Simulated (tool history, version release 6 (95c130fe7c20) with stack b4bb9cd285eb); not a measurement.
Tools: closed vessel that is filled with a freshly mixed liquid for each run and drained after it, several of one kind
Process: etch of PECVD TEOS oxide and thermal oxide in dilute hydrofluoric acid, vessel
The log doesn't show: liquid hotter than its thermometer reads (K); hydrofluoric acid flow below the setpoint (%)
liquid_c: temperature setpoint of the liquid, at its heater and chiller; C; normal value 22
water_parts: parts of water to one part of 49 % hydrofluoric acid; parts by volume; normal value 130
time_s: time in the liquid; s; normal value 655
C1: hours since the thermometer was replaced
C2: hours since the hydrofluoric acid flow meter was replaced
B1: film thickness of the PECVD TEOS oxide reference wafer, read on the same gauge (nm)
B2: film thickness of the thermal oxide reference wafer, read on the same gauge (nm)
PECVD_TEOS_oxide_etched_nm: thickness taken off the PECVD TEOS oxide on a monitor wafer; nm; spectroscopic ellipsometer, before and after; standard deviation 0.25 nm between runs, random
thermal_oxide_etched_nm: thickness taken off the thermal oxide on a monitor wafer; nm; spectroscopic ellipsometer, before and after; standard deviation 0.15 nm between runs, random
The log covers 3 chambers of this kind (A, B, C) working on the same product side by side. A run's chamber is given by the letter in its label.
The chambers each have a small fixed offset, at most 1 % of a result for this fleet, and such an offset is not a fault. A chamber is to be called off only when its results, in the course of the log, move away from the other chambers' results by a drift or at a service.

{"run": "1A", "hour": 7.0, "liquid_c": 22, "water_parts": 130, "time_s": 655, "C1": 785, "C2": 527.3, "B1": 69.964, "B2": 99.979, "PECVD_TEOS_oxide_etched_nm": 38.701, "thermal_oxide_etched_nm": 21.899}
{"run": "2C", "hour": 20.1, "liquid_c": 22, "water_parts": 130, "time_s": 655, "C1": 1537.3, "C2": 751.3, "B1": 69.991, "B2": 100, "PECVD_TEOS_oxide_etched_nm": 38.148, "thermal_oxide_etched_nm": 21.655}
{"run": "3B", "hour": 28.1, "liquid_c": 22, "water_parts": 130, "time_s": 655, "C1": 290.8, "C2": 1534.2, "B1": 69.978, "B2": 100.01, "PECVD_TEOS_oxide_etched_nm": 38.887, "thermal_oxide_etched_nm": 21.652}
{"run": "4C", "hour": 34.8, "liquid_c": 22, "water_parts": 130, "time_s": 655, "C1": 1552, "C2": 766, "B1": 69.977, "B2": 99.997, "PECVD_TEOS_oxide_etched_nm": 38.184, "thermal_oxide_etched_nm": 21.72}
{"run": "5B", "hour": 48.0, "liquid_c": 22, "water_parts": 130, "time_s": 655, "C1": 310.7, "C2": 1554.1, "B1": 69.98, "B2": 99.972, "PECVD_TEOS_oxide_etched_nm": 38.482, "thermal_oxide_etched_nm": 21.826}
{"run": "6A", "hour": 58.5, "liquid_c": 22, "water_parts": 130, "time_s": 655, "C1": 836.5, "C2": 578.8, "B1": 70.018, "B2": 99.997, "PECVD_TEOS_oxide_etched_nm": 38.611, "thermal_oxide_etched_nm": 21.997}
{"run": "7B", "hour": 72.7, "liquid_c": 22, "water_parts": 130, "time_s": 655, "C1": 335.4, "C2": 1578.8, "B1": 70.035, "B2": 99.993, "PECVD_TEOS_oxide_etched_nm": 39.19, "thermal_oxide_etched_nm": 21.838}
{"run": "8C", "hour": 82.7, "liquid_c": 22, "water_parts": 130, "time_s": 655, "C1": 1599.9, "C2": 813.9, "B1": 70.016, "B2": 99.982, "PECVD_TEOS_oxide_etched_nm": 38.433, "thermal_oxide_etched_nm": 21.42}
{"run": "9A", "hour": 90.8, "liquid_c": 22, "water_parts": 130, "time_s": 655, "C1": 868.8, "C2": 611.1, "B1": 70.009, "B2": 100, "PECVD_TEOS_oxide_etched_nm": 38.134, "thermal_oxide_etched_nm": 21.894}
{"run": "10C", "hour": 97.5, "liquid_c": 22, "water_parts": 130, "time_s": 655, "C1": 1614.7, "C2": 828.7, "B1": 69.968, "B2": 100.01, "PECVD_TEOS_oxide_etched_nm": 38.244, "thermal_oxide_etched_nm": 21.334}
{"run": "11B", "hour": 112.4, "liquid_c": 22, "water_parts": 130, "time_s": 655, "C1": 375.1, "C2": 1618.5, "B1": 70.031, "B2": 99.985, "PECVD_TEOS_oxide_etched_nm": 38.604, "thermal_oxide_etched_nm": 21.942}
{"hour": 120.0, "done": "chamber A: hydrofluoric acid flow meter replaced"}
{"run": "12A", "hour": 120.1, "liquid_c": 22, "water_parts": 130, "time_s": 655, "C1": 898.1, "C2": 0.1, "B1": 69.989, "B2": 100, "PECVD_TEOS_oxide_etched_nm": 38.761, "thermal_oxide_etched_nm": 21.998}
{"run": "13A", "hour": 133.7, "liquid_c": 22, "water_parts": 130, "time_s": 655, "C1": 911.7, "C2": 13.7, "B1": 70.044, "B2": 100.02, "PECVD_TEOS_oxide_etched_nm": 38.705, "thermal_oxide_etched_nm": 21.927}
{"run": "14B", "hour": 147.9, "liquid_c": 22, "water_parts": 130, "time_s": 655, "C1": 410.6, "C2": 1654, "B1": 69.98, "B2": 99.996, "PECVD_TEOS_oxide_etched_nm": 38.726, "thermal_oxide_etched_nm": 21.649}
{"run": "15C", "hour": 158.6, "liquid_c": 22, "water_parts": 130, "time_s": 655, "C1": 1675.8, "C2": 889.8, "B1": 70.027, "B2": 100.03, "PECVD_TEOS_oxide_etched_nm": 38.019, "thermal_oxide_etched_nm": 21.536}
{"run": "16B", "hour": 166.1, "liquid_c": 22, "water_parts": 130, "time_s": 655, "C1": 428.8, "C2": 1672.2, "B1": 69.999, "B2": 100.03, "PECVD_TEOS_oxide_etched_nm": 38.938, "thermal_oxide_etched_nm": 21.846}
{"run": "17C", "hour": 173.3, "liquid_c": 22, "water_parts": 130, "time_s": 655, "C1": 1690.5, "C2": 904.5, "B1": 69.995, "B2": 100.02, "PECVD_TEOS_oxide_etched_nm": 38.351, "thermal_oxide_etched_nm": 21.345}
{"run": "18A", "hour": 179.7, "liquid_c": 22, "water_parts": 130, "time_s": 655, "C1": 957.7, "C2": 59.7, "B1": 69.964, "B2": 100.01, "PECVD_TEOS_oxide_etched_nm": 38.616, "thermal_oxide_etched_nm": 22.117}
{"run": "19C", "hour": 193.3, "liquid_c": 22, "water_parts": 130, "time_s": 655, "C1": 1710.5, "C2": 924.5, "B1": 69.995, "B2": 100.01, "PECVD_TEOS_oxide_etched_nm": 38.653, "thermal_oxide_etched_nm": 21.485}
{"run": "20A", "hour": 203.3, "liquid_c": 22, "water_parts": 95, "time_s": 655, "C1": 981.3, "C2": 83.3, "B1": 70.02, "B2": 99.977, "PECVD_TEOS_oxide_etched_nm": 54.281, "thermal_oxide_etched_nm": 30.846}
{"run": "21B", "hour": 210.2, "liquid_c": 22, "water_parts": 95, "time_s": 655, "C1": 472.9, "C2": 1716.3, "B1": 70.029, "B2": 99.979, "PECVD_TEOS_oxide_etched_nm": 54.756, "thermal_oxide_etched_nm": 31.235}
{"run": "22B", "hour": 218.9, "liquid_c": 22, "water_parts": 95, "time_s": 655, "C1": 481.6, "C2": 1725, "B1": 69.991, "B2": 99.991, "PECVD_TEOS_oxide_etched_nm": 54.985, "thermal_oxide_etched_nm": 31.022}
{"run": "23A", "hour": 227.2, "liquid_c": 22, "water_parts": 130, "time_s": 655, "C1": 1005.2, "C2": 107.2, "B1": 69.997, "B2": 99.996, "PECVD_TEOS_oxide_etched_nm": 38.188, "thermal_oxide_etched_nm": 21.766}
{"run": "24C", "hour": 242.1, "liquid_c": 22, "water_parts": 180, "time_s": 655, "C1": 1759.3, "C2": 973.3, "B1": 69.963, "B2": 100.02, "PECVD_TEOS_oxide_etched_nm": 26.041, "thermal_oxide_etched_nm": 14.673}
{"run": "25A", "hour": 254.8, "liquid_c": 22, "water_parts": 180, "time_s": 655, "C1": 1032.8, "C2": 134.8, "B1": 69.983, "B2": 100.02, "PECVD_TEOS_oxide_etched_nm": 26.633, "thermal_oxide_etched_nm": 14.944}
{"run": "26B", "hour": 267.9, "liquid_c": 22, "water_parts": 180, "time_s": 655, "C1": 530.6, "C2": 1774, "B1": 69.986, "B2": 100.03, "PECVD_TEOS_oxide_etched_nm": 26.409, "thermal_oxide_etched_nm": 14.841}
{"run": "27C", "hour": 274.8, "liquid_c": 22, "water_parts": 130, "time_s": 655, "C1": 1792, "C2": 1006, "B1": 69.969, "B2": 100.01, "PECVD_TEOS_oxide_etched_nm": 37.895, "thermal_oxide_etched_nm": 21.249}
{"run": "28C", "hour": 282.5, "liquid_c": 22, "water_parts": 130, "time_s": 655, "C1": 1799.7, "C2": 1013.7, "B1": 70.012, "B2": 100.01, "PECVD_TEOS_oxide_etched_nm": 37.582, "thermal_oxide_etched_nm": 21.605}
{"run": "29A", "hour": 290.7, "liquid_c": 22, "water_parts": 130, "time_s": 655, "C1": 1068.7, "C2": 170.7, "B1": 69.993, "B2": 100.02, "PECVD_TEOS_oxide_etched_nm": 38.582, "thermal_oxide_etched_nm": 21.91}
{"hour": 293.7, "done": "chamber A: thermometer replaced"}
{"run": "30B", "hour": 299.3, "liquid_c": 22, "water_parts": 130, "time_s": 655, "C1": 562, "C2": 1805.4, "B1": 69.988, "B2": 99.987, "PECVD_TEOS_oxide_etched_nm": 38.611, "thermal_oxide_etched_nm": 21.48}
{"run": "31B", "hour": 308.7, "liquid_c": 22, "water_parts": 130, "time_s": 655, "C1": 571.4, "C2": 1814.8, "B1": 69.962, "B2": 100.03, "PECVD_TEOS_oxide_etched_nm": 38.938, "thermal_oxide_etched_nm": 21.882}
{"run": "32C", "hour": 317.3, "liquid_c": 22, "water_parts": 130, "time_s": 655, "C1": 1834.5, "C2": 1048.5, "B1": 70.006, "B2": 100.01, "PECVD_TEOS_oxide_etched_nm": 38.107, "thermal_oxide_etched_nm": 21.474}
{"run": "33A", "hour": 328.6, "liquid_c": 22, "water_parts": 130, "time_s": 655, "C1": 34.9, "C2": 208.6, "B1": 69.997, "B2": 100.01, "PECVD_TEOS_oxide_etched_nm": 38.577, "thermal_oxide_etched_nm": 21.89}

For the next run the whole fleet of 3 chambers uses the same settings. Give each chamber's results:
{"run": "34A", "hour": 339.3, "liquid_c": 22, "water_parts": 130, "time_s": 655, "PECVD_TEOS_oxide_etched_nm": "?", "thermal_oxide_etched_nm": "?"}
{"run": "34B", "hour": 339.3, "liquid_c": 22, "water_parts": 130, "time_s": 655, "PECVD_TEOS_oxide_etched_nm": "?", "thermal_oxide_etched_nm": "?"}
{"run": "34C", "hour": 339.3, "liquid_c": 22, "water_parts": 130, "time_s": 655, "PECVD_TEOS_oxide_etched_nm": "?", "thermal_oxide_etched_nm": "?"}

run=34A PECVD_TEOS_oxide_etched_nm=38.044 thermal_oxide_etched_nm=21.781
run=34B PECVD_TEOS_oxide_etched_nm=38.611 thermal_oxide_etched_nm=21.744
run=34C PECVD_TEOS_oxide_etched_nm=38.077 thermal_oxide_etched_nm=21.475
